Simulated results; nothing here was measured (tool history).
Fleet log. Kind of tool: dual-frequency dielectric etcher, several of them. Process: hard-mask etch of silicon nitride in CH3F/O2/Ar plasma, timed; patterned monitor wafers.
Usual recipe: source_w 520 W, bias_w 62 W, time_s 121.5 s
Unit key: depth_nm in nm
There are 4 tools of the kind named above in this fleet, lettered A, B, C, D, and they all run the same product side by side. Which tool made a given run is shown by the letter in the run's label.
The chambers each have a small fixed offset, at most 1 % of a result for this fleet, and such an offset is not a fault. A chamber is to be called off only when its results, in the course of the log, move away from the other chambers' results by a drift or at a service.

run,hour,source_w,bias_w,time_s,"read-back reference wafer on the same gauge, depth_nm",depth_nm
1D,5.0,520,62,121.5,79.488,89.541
2A,13.5,520,62,121.5,79.435,89.527
3B,23.7,520,62,121.5,79.455,89.810
4C,32.6,520,62,121.5,79.424,89.186
5C,41.8,520,62,121.5,79.493,89.125
6A,51.1,520,56,121.5,79.453,86.412
7B,58.8,520,56,121.5,79.393,86.631
8D,64.0,520,56,121.5,79.409,85.985
9B,70.4,520,56,121.5,79.397,86.588
10A,80.3,520,62,121.5,79.454,89.065
11D,89.5,520,62,121.5,79.415,89.537
12C,97.8,520,62,121.5,79.388,89.604
13B,102.4,520,62,121.5,79.310,89.474
# hour 105.2: chamber A: wet clean of the chamber
14C,108.3,520,62,121.5,79.396,89.169
15D,116.6,520,62,121.5,79.471,89.356
16A,126.2,520,62,121.5,79.443,84.809
17B,136.0,520,62,121.5,79.475,89.004
18C,144.1,520,62,121.5,79.313,89.544
19D,148.9,520,62,121.5,79.378,89.337
20A,157.9,520,62,121.5,79.471,85.538
21D,166.5,520,62,121.5,79.467,89.423
22C,172.8,520,62,121.5,79.407,89.558
23A,182.1,520,62,121.5,79.479,85.221
24B,186.9,520,62,121.5,79.364,89.709
25B,194.8,590,62,121.5,79.356,93.629
# hour 198.4: chamber C: wet clean of the chamber
# hour 199.8: chamber D: wet clean of the chamber
26A,201.8,590,62,121.5,79.428,89.563
27C,210.0,590,62,121.5,79.355,93.529
28D,216.5,590,62,121.5,79.409,93.929
29C,225.6,520,62,121.5,79.348,89.200
30A,233.3,520,62,121.5,79.466,85.435
31B,238.6,520,62,121.5,79.354,89.858
32D,244.6,520,62,121.5,79.375,89.605

Has any chamber moved away from the others, gradually or after a service, or does the common gauge drift, or do the chambers differ only by their own small steady offsets? State the chamber and the most likely cause if one applies.

A service left chamber A off against the others.
Cause: etch rate under this chamber's usual, % = 4.18.

Which of the 4 candidates below, each the usual settings with something changed and its results left as question marks, puts chamber A back in line with what the other chambers give on the usual settings?
Maximum distance from the other chambers' mean on the usual settings for a result to count as in line: depth_nm 1.100 nm
33A-1,252.1,420,62,121.5,,?
33A-2,252.1,520,63,127.0,,?
33A-3,252.1,510,62,117.0,,?
33A-4,252.1,530,62,130.5,,?

Mean of the other chambers on the usual settings: depth_nm 89.592 nm
run,depth_nm
33A-1,78.401
33A-2,89.571
33A-3,81.462
33A-4,92.242
It is 33A-2 that realigns the chamber with its peers.
